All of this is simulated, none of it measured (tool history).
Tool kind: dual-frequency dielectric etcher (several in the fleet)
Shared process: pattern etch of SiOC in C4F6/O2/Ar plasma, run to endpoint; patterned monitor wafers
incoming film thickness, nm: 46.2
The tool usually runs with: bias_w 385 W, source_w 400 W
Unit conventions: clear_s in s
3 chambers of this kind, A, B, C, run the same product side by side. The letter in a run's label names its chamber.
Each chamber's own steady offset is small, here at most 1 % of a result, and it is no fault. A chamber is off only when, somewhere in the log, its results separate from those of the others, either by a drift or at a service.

run	hour	bias_w	source_w	hours since the last wet clean	hours since the last bias power generator calibration	hours since the last source power generator calibration	clear_s
1B	9.1	385	400	444.8	1234.7	485.3	16.948
2A	14.6	385	400	162.5	2501.6	1687.6	16.849
3C	21.6	385	400	384.5	462.2	1546.4	17.219
4A	26.7	385	400	174.6	2513.7	1699.7	17.018
5B	34.3	311	400	470	1259.9	510.5	18.374
6C	44.4	311	400	407.3	485	1569.2	18.434
7C	53.6	311	400	416.5	494.2	1578.4	18.476
8B	59.1	385	400	494.8	1284.7	535.3	16.975
9A	64.9	385	400	212.8	2551.9	1737.9	17.007
10B	69.9	385	400	505.6	1295.5	546.1	17.041
11C	76.5	385	400	439.4	517.1	1601.3	17.132
12A	81.6	385	400	229.5	2568.6	1754.6	16.974
13B	90.2	385	400	525.9	1315.8	566.4	16.901
14C	100.4	385	400	463.3	541	1625.2	17.111
# hour 105.9: chamber C: wet clean of the chamber
15A	109.3	385	400	257.2	2596.3	1782.3	16.922
16C	119.7	385	400	13.8	560.3	1644.5	17.039
17A	126.1	385	400	274	2613.1	1799.1	16.978
# hour 129.9: chamber B: wet clean of the chamber
18B	134.9	385	400	5	1360.5	611.1	16.573
19C	143.1	385	400	37.2	583.7	1667.9	17.142
20B	151.2	385	400	21.3	1376.8	627.4	16.657
21A	159.4	385	400	307.3	2646.4	1832.4	16.953
22C	166.2	385	400	60.3	606.8	1691	17.053
23A	175.3	385	400	323.2	2662.3	1848.3	17.069
24B	183.5	385	400	53.6	1409.1	659.7	16.597
25B	192.9	385	400	63	1418.5	669.1	16.592
26C	200.8	385	400	94.9	641.4	1725.6	17.185
# hour 203.9: chamber A: wet clean of the chamber
27A	210.4	385	370	6.6	2697.4	1883.4	17.454
28A	218.3	385	370	14.5	2705.3	1891.3	17.418
29C	225	385	370	119.1	665.6	1749.8	17.633
30B	235.1	385	400	105.2	1460.7	711.3	16.67
31A	243.1	385	360	39.3	2730.1	1916.1	17.724
32C	252.6	385	360	146.7	693.2	1777.4	17.855
33B	259	385	360	129.1	1484.6	735.2	17.338
34B	266.5	385	400	136.6	1492.1	742.7	16.525
35A	272.5	385	400	68.7	2759.5	1945.5	16.956
36C	282.3	385	400	176.4	722.9	1807.1	17.13
37A	287.6	385	400	83.8	2774.6	1960.6	17.056
38B	292.4	385	400	162.5	1518	768.6	16.627
39C	302.2	385	400	196.3	742.8	1827	17.135
40A	311.4	385	400	107.6	2798.4	1984.4	16.962

One chamber off, gauge drift, or nothing amiss beyond the chambers' own small offsets? If it is a chamber, which one, and what is the likeliest cause?

Chamber B came out of a service off from its peers and stayed that way.
Most likely cause: etch rate over this chamber's usual, % = 2.19.

Here are 4 candidates for chamber B's next run, each the usual settings with a change, their results left as question marks. Which one brings its results back in line with what the others give on the usual settings?
In-line tolerance around the mean of the other chambers on the usual settings: clear_s 0.22 s
41B-1	318.9	385	370				?
41B-2	318.9	385	430				?
41B-3	318.9	361	370				?
41B-4	318.9	409	430				?

Usual-settings mean across the other chambers: clear_s 17.058 s
run	clear_s
41B-1	17.179
41B-2	16.235
41B-3	17.58
41B-4	15.886
41B-1 puts the chamber back in line with the other chambers.

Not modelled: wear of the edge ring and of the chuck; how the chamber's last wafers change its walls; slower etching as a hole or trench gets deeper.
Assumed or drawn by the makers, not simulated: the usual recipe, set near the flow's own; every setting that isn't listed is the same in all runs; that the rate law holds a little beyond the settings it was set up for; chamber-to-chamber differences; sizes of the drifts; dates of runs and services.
